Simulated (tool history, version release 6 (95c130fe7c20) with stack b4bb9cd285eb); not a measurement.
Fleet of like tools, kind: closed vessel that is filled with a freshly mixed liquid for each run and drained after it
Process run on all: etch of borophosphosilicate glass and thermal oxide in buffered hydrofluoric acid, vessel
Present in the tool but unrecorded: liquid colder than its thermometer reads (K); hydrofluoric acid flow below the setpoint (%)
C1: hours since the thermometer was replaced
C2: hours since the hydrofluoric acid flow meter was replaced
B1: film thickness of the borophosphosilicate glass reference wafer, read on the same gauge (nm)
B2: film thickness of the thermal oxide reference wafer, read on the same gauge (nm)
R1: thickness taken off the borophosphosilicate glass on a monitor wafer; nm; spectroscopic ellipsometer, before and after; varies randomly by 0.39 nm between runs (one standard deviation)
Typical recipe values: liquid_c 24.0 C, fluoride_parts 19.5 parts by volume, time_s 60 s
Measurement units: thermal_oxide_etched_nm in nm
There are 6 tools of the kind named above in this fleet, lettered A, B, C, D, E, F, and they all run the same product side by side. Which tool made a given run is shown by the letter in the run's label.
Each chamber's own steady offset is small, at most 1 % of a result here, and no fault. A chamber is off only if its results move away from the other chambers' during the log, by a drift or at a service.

Run 1A, hour 9.5: usual settings; C1 1702.4; C2 324.7; B1 40.026; B2 70.001. Result: R1 46.154 nm, thermal_oxide_etched_nm 36.440 nm.
Run 2C, hour 17.9: usual settings; C1 1248.3; C2 1709.8; B1 39.989; B2 69.993. Result: R1 47.028 nm, thermal_oxide_etched_nm 36.018 nm.
Run 3E, hour 26.6: usual settings; C1 1197.6; C2 338.0; B1 39.995; B2 69.994. Result: R1 46.384 nm, thermal_oxide_etched_nm 36.412 nm.
Run 4B, hour 32.6: usual settings; C1 278.6; C2 283.1; B1 39.994; B2 69.981. Result: R1 46.574 nm, thermal_oxide_etched_nm 36.271 nm.
Run 5F, hour 41.5: usual settings; C1 2278.5; C2 882.7; B1 39.988; B2 70.005. Result: R1 46.549 nm, thermal_oxide_etched_nm 36.188 nm.
Run 6D, hour 47.5: usual settings; C1 1224.2; C2 231.6; B1 39.964; B2 70.004. Result: R1 46.832 nm, thermal_oxide_etched_nm 36.294 nm.
Run 7B, hour 52.6: usual settings; C1 298.6; C2 303.1; B1 40.027; B2 70.022. Result: R1 46.135 nm, thermal_oxide_etched_nm 36.263 nm.
Run 8A, hour 62.4: usual settings; C1 1755.3; C2 377.6; B1 40.040; B2 69.984. Result: R1 47.117 nm, thermal_oxide_etched_nm 36.222 nm.
Run 9F, hour 70.0: usual settings; C1 2307.0; C2 911.2; B1 40.010; B2 70.020. Result: R1 46.550 nm, thermal_oxide_etched_nm 36.885 nm.
Run 10D, hour 74.9: usual settings; C1 1251.6; C2 259.0; B1 40.024; B2 69.984. Result: R1 46.934 nm, thermal_oxide_etched_nm 36.034 nm.
Run 11C, hour 82.6: usual settings but liquid_c 22.5 C, fluoride_parts 14.0 parts by volume; C1 1313.0; C2 1774.5; B1 40.005; B2 70.031. Result: R1 60.131 nm, thermal_oxide_etched_nm 45.927 nm.
At hour 89.0: chamber C: hydrofluoric acid flow meter replaced.
Run 12E, hour 89.5: usual settings but liquid_c 22.5 C, fluoride_parts 14.0 parts by volume; C1 1260.5; C2 400.9; B1 39.942; B2 70.007. Result: R1 59.613 nm, thermal_oxide_etched_nm 46.472 nm.
Run 13A, hour 96.3: usual settings but liquid_c 22.5 C, fluoride_parts 14.0 parts by volume; C1 1789.2; C2 411.5; B1 40.014; B2 70.009. Result: R1 60.269 nm, thermal_oxide_etched_nm 46.825 nm.
At hour 99.8: chamber A: thermometer replaced.
Run 14F, hour 106.7: usual settings but liquid_c 22.5 C, fluoride_parts 14.0 parts by volume; C1 2343.7; C2 947.9; B1 40.040; B2 69.992. Result: R1 59.453 nm, thermal_oxide_etched_nm 45.797 nm.
Run 15E, hour 112.5: usual settings but liquid_c 22.5 C, fluoride_parts 14.0 parts by volume; C1 1283.5; C2 423.9; B1 39.955; B2 70.009. Result: R1 59.922 nm, thermal_oxide_etched_nm 46.209 nm.
Run 16B, hour 118.0: usual settings but liquid_c 22.5 C, fluoride_parts 14.0 parts by volume; C1 364.0; C2 368.5; B1 39.994; B2 70.024. Result: R1 59.879 nm, thermal_oxide_etched_nm 47.024 nm.
Run 17C, hour 126.2: usual settings; C1 1356.6; C2 37.3; B1 40.013; B2 70.003. Result: R1 46.914 nm, thermal_oxide_etched_nm 36.349 nm.
Run 18D, hour 131.8: usual settings but liquid_c 20.5 C; C1 1308.5; C2 315.9; B1 39.969; B2 70.006. Result: R1 38.802 nm, thermal_oxide_etched_nm 30.186 nm.
Run 19F, hour 140.4: usual settings but liquid_c 20.5 C; C1 2377.4; C2 981.6; B1 39.969; B2 69.980. Result: R1 38.854 nm, thermal_oxide_etched_nm 30.018 nm.
Run 20E, hour 146.5: usual settings but liquid_c 20.5 C; C1 1317.5; C2 457.9; B1 40.017; B2 69.990. Result: R1 38.300 nm, thermal_oxide_etched_nm 30.299 nm.
Run 21C, hour 153.0: usual settings but liquid_c 20.5 C; C1 1383.4; C2 64.1; B1 39.996; B2 69.986. Result: R1 38.786 nm, thermal_oxide_etched_nm 30.461 nm.
At hour 154.6: chamber B: hydrofluoric acid flow meter replaced.
Run 22D, hour 159.3: usual settings but liquid_c 20.5 C; C1 1336.0; C2 343.4; B1 40.013; B2 69.987. Result: R1 38.048 nm, thermal_oxide_etched_nm 29.726 nm.
Run 23B, hour 164.4: usual settings but liquid_c 20.5 C; C1 410.4; C2 9.9; B1 39.996; B2 69.982. Result: R1 38.341 nm, thermal_oxide_etched_nm 30.127 nm.
Run 24A, hour 172.3: usual settings but time_s 30 s; C1 72.6; C2 487.5; B1 39.990; B2 70.003. Result: R1 23.312 nm, thermal_oxide_etched_nm 18.306 nm.
Run 25D, hour 182.9: usual settings but time_s 30 s; C1 1359.6; C2 367.0; B1 39.998; B2 69.984. Result: R1 23.158 nm, thermal_oxide_etched_nm 17.988 nm.
Run 26A, hour 192.7: usual settings but time_s 30 s; C1 93.0; C2 507.9; B1 40.041; B2 69.994. Result: R1 23.309 nm, thermal_oxide_etched_nm 17.899 nm.
Run 27F, hour 199.1: usual settings but time_s 30 s; C1 2436.1; C2 1040.3; B1 39.989; B2 69.997. Result: R1 23.326 nm, thermal_oxide_etched_nm 17.839 nm.
Run 28E, hour 208.5: usual settings but time_s 30 s; C1 1379.5; C2 519.9; B1 40.013; B2 70.010. Result: R1 23.434 nm, thermal_oxide_etched_nm 18.414 nm.
Run 29B, hour 214.7: usual settings but time_s 30 s; C1 460.7; C2 60.2; B1 39.978; B2 69.990. Result: R1 23.475 nm, thermal_oxide_etched_nm 18.355 nm.
Run 30C, hour 220.9: usual settings; C1 1451.3; C2 132.0; B1 39.987; B2 70.027. Result: R1 47.578 nm, thermal_oxide_etched_nm 36.598 nm.
At hour 225.4: chamber F: hydrofluoric acid flow meter replaced.
Run 31D, hour 231.5: usual settings; C1 1408.2; C2 415.6; B1 40.012; B2 69.991. Result: R1 47.333 nm, thermal_oxide_etched_nm 36.387 nm.
Run 32B, hour 239.9: usual settings; C1 485.9; C2 85.4; B1 39.983; B2 69.999. Result: R1 46.226 nm, thermal_oxide_etched_nm 36.077 nm.
Run 33E, hour 250.6: usual settings; C1 1421.6; C2 562.0; B1 39.986; B2 69.989. Result: R1 46.657 nm, thermal_oxide_etched_nm 36.572 nm.
At hour 256.1: chamber E: hydrofluoric acid flow meter replaced.
Run 34C, hour 257.3: usual settings but time_s 45 s; C1 1487.7; C2 168.4; B1 39.991; B2 69.992. Result: R1 35.665 nm, thermal_oxide_etched_nm 27.146 nm.
Run 35A, hour 262.9: usual settings but time_s 45 s; C1 163.2; C2 578.1; B1 39.995; B2 70.007. Result: R1 34.567 nm, thermal_oxide_etched_nm 27.774 nm.
Run 36F, hour 272.8: usual settings but time_s 45 s; C1 2509.8; C2 47.5; B1 39.967; B2 69.987. Result: R1 34.710 nm, thermal_oxide_etched_nm 27.155 nm.
Run 37D, hour 282.3: usual settings but time_s 45 s; C1 1459.0; C2 466.4; B1 40.005; B2 69.981. Result: R1 34.992 nm, thermal_oxide_etched_nm 27.323 nm.
Run 38E, hour 288.4: usual settings but time_s 45 s; C1 1459.4; C2 32.3; B1 39.983; B2 69.994. Result: R1 35.297 nm, thermal_oxide_etched_nm 27.694 nm.
Run 39A, hour 296.0: usual settings but time_s 45 s; C1 196.3; C2 611.2; B1 39.961; B2 69.987. Result: R1 35.040 nm, thermal_oxide_etched_nm 26.919 nm.
Run 40F, hour 305.5: usual settings; C1 2542.5; C2 80.2; B1 40.012; B2 70.005. Result: R1 46.488 nm, thermal_oxide_etched_nm 36.225 nm.
Run 41C, hour 312.9: usual settings but liquid_c 27.0 C; C1 1543.3; C2 224.0; B1 39.990; B2 70.026. Result: R1 55.128 nm, thermal_oxide_etched_nm 42.612 nm.
Run 42B, hour 320.4: usual settings but liquid_c 27.0 C; C1 566.4; C2 165.9; B1 40.035; B2 69.999. Result: R1 54.690 nm, thermal_oxide_etched_nm 42.474 nm.
Run 43E, hour 331.0: usual settings but liquid_c 27.0 C; C1 1502.0; C2 74.9; B1 39.998; B2 70.022. Result: R1 55.228 nm, thermal_oxide_etched_nm 42.895 nm.
Run 44C, hour 337.4: usual settings but liquid_c 27.0 C; C1 1567.8; C2 248.5; B1 39.961; B2 69.984. Result: R1 55.642 nm, thermal_oxide_etched_nm 42.444 nm.

The same settings go to every chamber for the next run, one line per chamber below. Forecast the results for each:
Run 45A, hour 345.1: usual settings. Result: R1 ?, thermal_oxide_etched_nm ?.
Run 45B, hour 345.1: usual settings. Result: R1 ?, thermal_oxide_etched_nm ?.
Run 45C, hour 345.1: usual settings. Result: R1 ?, thermal_oxide_etched_nm ?.
Run 45D, hour 345.1: usual settings. Result: R1 ?, thermal_oxide_etched_nm ?.
Run 45E, hour 345.1: usual settings. Result: R1 ?, thermal_oxide_etched_nm ?.
Run 45F, hour 345.1: usual settings. Result: R1 ?, thermal_oxide_etched_nm ?.

run      R1  thermal_oxide_etched_nm
45A  46.566                   36.010
45B  47.109                   35.954
45C  47.270                   36.593
45D  47.015                   36.266
45E  46.925                   36.972
45F  47.005                   36.357

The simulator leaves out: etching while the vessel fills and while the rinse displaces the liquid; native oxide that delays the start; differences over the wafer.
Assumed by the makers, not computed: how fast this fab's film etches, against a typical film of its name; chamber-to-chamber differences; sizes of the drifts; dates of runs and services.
